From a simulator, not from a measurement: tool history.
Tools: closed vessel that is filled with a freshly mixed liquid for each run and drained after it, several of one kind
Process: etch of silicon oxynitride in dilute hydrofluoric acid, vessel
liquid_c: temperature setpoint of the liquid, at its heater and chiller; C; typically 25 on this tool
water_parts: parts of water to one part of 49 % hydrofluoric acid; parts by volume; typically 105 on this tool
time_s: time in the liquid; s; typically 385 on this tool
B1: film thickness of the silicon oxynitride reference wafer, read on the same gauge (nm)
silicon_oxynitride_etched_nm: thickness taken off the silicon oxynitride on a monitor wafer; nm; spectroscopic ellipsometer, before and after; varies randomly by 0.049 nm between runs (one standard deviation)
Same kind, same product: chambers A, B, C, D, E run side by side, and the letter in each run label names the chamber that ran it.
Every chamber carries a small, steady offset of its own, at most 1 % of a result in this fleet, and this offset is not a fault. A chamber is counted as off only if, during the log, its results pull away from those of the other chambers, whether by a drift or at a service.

{"run": "1D", "hour": 8.0, "liquid_c": 25, "water_parts": 105, "time_s": 385, "B1": 50.031, "silicon_oxynitride_etched_nm": 14.597}
{"run": "2E", "hour": 16.7, "liquid_c": 25, "water_parts": 105, "time_s": 385, "B1": 50.012, "silicon_oxynitride_etched_nm": 14.386}
{"run": "3B", "hour": 25.7, "liquid_c": 25, "water_parts": 105, "time_s": 385, "B1": 49.98, "silicon_oxynitride_etched_nm": 14.498}
{"hour": 32.6, "done": "chamber B: hydrofluoric acid flow meter replaced"}
{"run": "4A", "hour": 35.3, "liquid_c": 25, "water_parts": 105, "time_s": 385, "B1": 50.002, "silicon_oxynitride_etched_nm": 14.59}
{"run": "5C", "hour": 42.4, "liquid_c": 25, "water_parts": 105, "time_s": 385, "B1": 50.002, "silicon_oxynitride_etched_nm": 14.575}
{"run": "6E", "hour": 54.2, "liquid_c": 25, "water_parts": 65, "time_s": 490, "B1": 49.981, "silicon_oxynitride_etched_nm": 30.79}
{"run": "7D", "hour": 62.5, "liquid_c": 25, "water_parts": 65, "time_s": 490, "B1": 50.004, "silicon_oxynitride_etched_nm": 31.337}
{"run": "8B", "hour": 74.6, "liquid_c": 25, "water_parts": 65, "time_s": 490, "B1": 49.991, "silicon_oxynitride_etched_nm": 30.673}
{"run": "9A", "hour": 85.5, "liquid_c": 25, "water_parts": 65, "time_s": 490, "B1": 50.022, "silicon_oxynitride_etched_nm": 31.328}
{"run": "10C", "hour": 93.5, "liquid_c": 25, "water_parts": 65, "time_s": 490, "B1": 50.0, "silicon_oxynitride_etched_nm": 31.338}
{"run": "11D", "hour": 105.7, "liquid_c": 25, "water_parts": 105, "time_s": 385, "B1": 49.993, "silicon_oxynitride_etched_nm": 14.529}
{"run": "12E", "hour": 111.4, "liquid_c": 25, "water_parts": 105, "time_s": 385, "B1": 50.033, "silicon_oxynitride_etched_nm": 14.283}
{"run": "13C", "hour": 120.0, "liquid_c": 25, "water_parts": 105, "time_s": 500, "B1": 50.007, "silicon_oxynitride_etched_nm": 18.889}
{"run": "14B", "hour": 125.9, "liquid_c": 25, "water_parts": 105, "time_s": 500, "B1": 50.019, "silicon_oxynitride_etched_nm": 18.853}
{"run": "15A", "hour": 137.1, "liquid_c": 25, "water_parts": 105, "time_s": 500, "B1": 50.013, "silicon_oxynitride_etched_nm": 18.983}
{"run": "16E", "hour": 143.9, "liquid_c": 25, "water_parts": 105, "time_s": 500, "B1": 49.992, "silicon_oxynitride_etched_nm": 18.368}
{"run": "17B", "hour": 151.7, "liquid_c": 25, "water_parts": 105, "time_s": 500, "B1": 50.0, "silicon_oxynitride_etched_nm": 18.826}
{"run": "18C", "hour": 162.7, "liquid_c": 25, "water_parts": 105, "time_s": 385, "B1": 50.016, "silicon_oxynitride_etched_nm": 14.584}
{"run": "19A", "hour": 168.8, "liquid_c": 25, "water_parts": 105, "time_s": 385, "B1": 50.016, "silicon_oxynitride_etched_nm": 14.535}
{"run": "20D", "hour": 178.6, "liquid_c": 25, "water_parts": 105, "time_s": 385, "B1": 49.989, "silicon_oxynitride_etched_nm": 14.511}
{"run": "21D", "hour": 187.6, "liquid_c": 25, "water_parts": 105, "time_s": 385, "B1": 50.011, "silicon_oxynitride_etched_nm": 14.621}
{"hour": 193.1, "done": "chamber E: thermometer replaced"}
{"run": "22E", "hour": 194.1, "liquid_c": 25, "water_parts": 105, "time_s": 595, "B1": 50.01, "silicon_oxynitride_etched_nm": 21.646}
{"run": "23A", "hour": 201.0, "liquid_c": 25, "water_parts": 105, "time_s": 595, "B1": 50.003, "silicon_oxynitride_etched_nm": 22.55}
{"run": "24B", "hour": 207.6, "liquid_c": 25, "water_parts": 105, "time_s": 595, "B1": 49.988, "silicon_oxynitride_etched_nm": 22.44}
{"run": "25C", "hour": 218.2, "liquid_c": 25, "water_parts": 105, "time_s": 595, "B1": 50.002, "silicon_oxynitride_etched_nm": 22.543}
{"hour": 222.4, "done": "chamber A: hydrofluoric acid flow meter replaced"}
{"run": "26B", "hour": 230.8, "liquid_c": 25, "water_parts": 105, "time_s": 595, "B1": 50.005, "silicon_oxynitride_etched_nm": 22.45}
{"run": "27D", "hour": 239.5, "liquid_c": 25, "water_parts": 105, "time_s": 385, "B1": 49.999, "silicon_oxynitride_etched_nm": 14.601}
{"run": "28C", "hour": 246.2, "liquid_c": 25, "water_parts": 105, "time_s": 385, "B1": 49.983, "silicon_oxynitride_etched_nm": 14.713}
{"run": "29E", "hour": 258.2, "liquid_c": 25, "water_parts": 105, "time_s": 385, "B1": 50.004, "silicon_oxynitride_etched_nm": 13.831}
{"run": "30A", "hour": 265.0, "liquid_c": 25, "water_parts": 105, "time_s": 385, "B1": 49.976, "silicon_oxynitride_etched_nm": 14.587}

For the next run the whole fleet of 5 chambers uses the same settings. Give each chamber's results:
{"run": "31A", "hour": 274.1, "liquid_c": 25, "water_parts": 105, "time_s": 385, "silicon_oxynitride_etched_nm": "?"}
{"run": "31B", "hour": 274.1, "liquid_c": 25, "water_parts": 105, "time_s": 385, "silicon_oxynitride_etched_nm": "?"}
{"run": "31C", "hour": 274.1, "liquid_c": 25, "water_parts": 105, "time_s": 385, "silicon_oxynitride_etched_nm": "?"}
{"run": "31D", "hour": 274.1, "liquid_c": 25, "water_parts": 105, "time_s": 385, "silicon_oxynitride_etched_nm": "?"}
{"run": "31E", "hour": 274.1, "liquid_c": 25, "water_parts": 105, "time_s": 385, "silicon_oxynitride_etched_nm": "?"}

run=31A silicon_oxynitride_etched_nm=14.564
run=31B silicon_oxynitride_etched_nm=14.477
run=31C silicon_oxynitride_etched_nm=14.493
run=31D silicon_oxynitride_etched_nm=14.586
run=31E silicon_oxynitride_etched_nm=13.785
